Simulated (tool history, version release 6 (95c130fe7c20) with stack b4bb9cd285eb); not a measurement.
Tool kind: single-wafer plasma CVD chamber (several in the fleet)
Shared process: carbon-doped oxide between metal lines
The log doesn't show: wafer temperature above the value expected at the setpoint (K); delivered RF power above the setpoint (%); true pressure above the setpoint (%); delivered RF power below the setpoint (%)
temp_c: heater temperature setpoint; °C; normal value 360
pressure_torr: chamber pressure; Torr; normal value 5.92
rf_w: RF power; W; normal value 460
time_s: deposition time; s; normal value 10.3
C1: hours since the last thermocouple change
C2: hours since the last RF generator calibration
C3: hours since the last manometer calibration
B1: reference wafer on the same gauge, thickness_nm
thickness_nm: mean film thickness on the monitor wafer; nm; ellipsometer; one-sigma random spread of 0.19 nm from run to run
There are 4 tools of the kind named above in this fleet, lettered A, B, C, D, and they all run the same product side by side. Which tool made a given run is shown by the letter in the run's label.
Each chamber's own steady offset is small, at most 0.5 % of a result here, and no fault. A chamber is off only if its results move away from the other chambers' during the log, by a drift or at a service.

{"run": "1C", "day": 0.267, "temp_c": 360, "pressure_torr": 5.92, "rf_w": 460, "time_s": 10.3, "C1": 1525.1, "C2": 199.5, "C3": 1129.4, "B1": 53.468, "thickness_nm": 50.52}
{"run": "2A", "day": 0.462, "temp_c": 360, "pressure_torr": 5.92, "rf_w": 460, "time_s": 10.3, "C1": 705.1, "C2": 1144.8, "C3": 68.0, "B1": 53.428, "thickness_nm": 50.231}
{"run": "3D", "day": 0.717, "temp_c": 360, "pressure_torr": 5.92, "rf_w": 460, "time_s": 10.3, "C1": 685.3, "C2": 585.8, "C3": 139.2, "B1": 53.507, "thickness_nm": 50.432}
{"run": "4B", "day": 0.962, "temp_c": 360, "pressure_torr": 5.92, "rf_w": 460, "time_s": 10.3, "C1": 903.7, "C2": 641.5, "C3": 617.7, "B1": 53.466, "thickness_nm": 50.726}
{"run": "5D", "day": 1.288, "temp_c": 360, "pressure_torr": 5.92, "rf_w": 460, "time_s": 10.3, "C1": 699.0, "C2": 599.5, "C3": 152.9, "B1": 53.481, "thickness_nm": 50.415}
{"run": "6C", "day": 1.675, "temp_c": 360, "pressure_torr": 5.92, "rf_w": 460, "time_s": 10.3, "C1": 1558.9, "C2": 233.3, "C3": 1163.2, "B1": 53.497, "thickness_nm": 50.978}
{"run": "7A", "day": 1.921, "temp_c": 360, "pressure_torr": 5.92, "rf_w": 460, "time_s": 10.3, "C1": 740.1, "C2": 1179.8, "C3": 103.0, "B1": 53.559, "thickness_nm": 50.399}
{"run": "8B", "day": 2.179, "temp_c": 360, "pressure_torr": 5.92, "rf_w": 460, "time_s": 10.3, "C1": 932.9, "C2": 670.7, "C3": 646.9, "B1": 53.509, "thickness_nm": 50.797}
{"run": "9C", "day": 2.346, "temp_c": 360, "pressure_torr": 5.92, "rf_w": 460, "time_s": 10.3, "C1": 1575.0, "C2": 249.4, "C3": 1179.3, "B1": 53.561, "thickness_nm": 50.57}
{"run": "10B", "day": 2.512, "temp_c": 366, "pressure_torr": 5.92, "rf_w": 460, "time_s": 8.4, "C1": 940.9, "C2": 678.7, "C3": 654.9, "B1": 53.472, "thickness_nm": 41.024}
{"run": "11A", "day": 2.758, "temp_c": 366, "pressure_torr": 5.92, "rf_w": 460, "time_s": 8.4, "C1": 760.2, "C2": 1199.9, "C3": 123.1, "B1": 53.506, "thickness_nm": 40.413}
{"run": "12D", "day": 2.942, "temp_c": 366, "pressure_torr": 5.92, "rf_w": 460, "time_s": 8.4, "C1": 738.7, "C2": 639.2, "C3": 192.6, "B1": 53.534, "thickness_nm": 40.197}
{"run": "13D", "day": 3.321, "temp_c": 366, "pressure_torr": 5.92, "rf_w": 460, "time_s": 8.4, "C1": 747.8, "C2": 648.3, "C3": 201.7, "B1": 53.52, "thickness_nm": 40.304}
{"run": "14B", "day": 3.583, "temp_c": 360, "pressure_torr": 5.92, "rf_w": 460, "time_s": 10.3, "C1": 966.6, "C2": 704.4, "C3": 680.6, "B1": 53.567, "thickness_nm": 50.625}
{"run": "15A", "day": 3.792, "temp_c": 360, "pressure_torr": 5.92, "rf_w": 460, "time_s": 10.3, "C1": 785.0, "C2": 1224.7, "C3": 147.9, "B1": 53.488, "thickness_nm": 50.517}
{"run": "16C", "day": 4.146, "temp_c": 360, "pressure_torr": 5.92, "rf_w": 460, "time_s": 10.3, "C1": 1618.2, "C2": 292.6, "C3": 1222.5, "B1": 53.497, "thickness_nm": 50.822}
{"run": "17C", "day": 4.467, "temp_c": 360, "pressure_torr": 5.92, "rf_w": 490, "time_s": 11.5, "C1": 1625.9, "C2": 300.3, "C3": 1230.2, "B1": 53.48, "thickness_nm": 59.082}
{"run": "18D", "day": 4.742, "temp_c": 360, "pressure_torr": 5.92, "rf_w": 490, "time_s": 11.5, "C1": 781.9, "C2": 682.4, "C3": 235.8, "B1": 53.458, "thickness_nm": 57.859}
{"run": "19B", "day": 4.946, "temp_c": 360, "pressure_torr": 5.92, "rf_w": 490, "time_s": 11.5, "C1": 999.3, "C2": 737.1, "C3": 713.3, "B1": 53.548, "thickness_nm": 58.653}
{"run": "20A", "day": 5.275, "temp_c": 360, "pressure_torr": 5.92, "rf_w": 490, "time_s": 11.5, "C1": 820.6, "C2": 1260.3, "C3": 183.5, "B1": 53.5, "thickness_nm": 58.204}
{"run": "21C", "day": 5.658, "temp_c": 360, "pressure_torr": 5.92, "rf_w": 460, "time_s": 10.3, "C1": 1654.5, "C2": 328.9, "C3": 1258.8, "B1": 53.503, "thickness_nm": 51.019}
{"run": "22B", "day": 5.871, "temp_c": 360, "pressure_torr": 5.92, "rf_w": 460, "time_s": 10.3, "C1": 1021.5, "C2": 759.3, "C3": 735.5, "B1": 53.526, "thickness_nm": 50.41}
{"run": "23D", "day": 6.067, "temp_c": 360, "pressure_torr": 5.92, "rf_w": 460, "time_s": 10.3, "C1": 813.7, "C2": 714.2, "C3": 267.6, "B1": 53.514, "thickness_nm": 49.297}
{"run": "24A", "day": 6.425, "temp_c": 360, "pressure_torr": 6.45, "rf_w": 460, "time_s": 12.2, "C1": 848.2, "C2": 1287.9, "C3": 211.1, "B1": 53.464, "thickness_nm": 60.164}
{"run": "25C", "day": 6.629, "temp_c": 360, "pressure_torr": 6.45, "rf_w": 460, "time_s": 12.2, "C1": 1677.8, "C2": 352.2, "C3": 1282.1, "B1": 53.509, "thickness_nm": 60.331}
{"run": "26D", "day": 6.954, "temp_c": 360, "pressure_torr": 6.45, "rf_w": 460, "time_s": 12.2, "C1": 835.0, "C2": 735.5, "C3": 288.9, "B1": 53.531, "thickness_nm": 58.271}

The same settings go to every chamber for the next run, one line per chamber below. Forecast the results for each:
{"run": "27A", "day": 7.229, "temp_c": 345, "pressure_torr": 5.92, "rf_w": 460, "time_s": 10.3, "thickness_nm": "?"}
{"run": "27B", "day": 7.229, "temp_c": 345, "pressure_torr": 5.92, "rf_w": 460, "time_s": 10.3, "thickness_nm": "?"}
{"run": "27C", "day": 7.229, "temp_c": 345, "pressure_torr": 5.92, "rf_w": 460, "time_s": 10.3, "thickness_nm": "?"}
{"run": "27D", "day": 7.229, "temp_c": 345, "pressure_torr": 5.92, "rf_w": 460, "time_s": 10.3, "thickness_nm": "?"}

run=27A thickness_nm=52.872
run=27B thickness_nm=52.355
run=27C thickness_nm=52.999
run=27D thickness_nm=50.726

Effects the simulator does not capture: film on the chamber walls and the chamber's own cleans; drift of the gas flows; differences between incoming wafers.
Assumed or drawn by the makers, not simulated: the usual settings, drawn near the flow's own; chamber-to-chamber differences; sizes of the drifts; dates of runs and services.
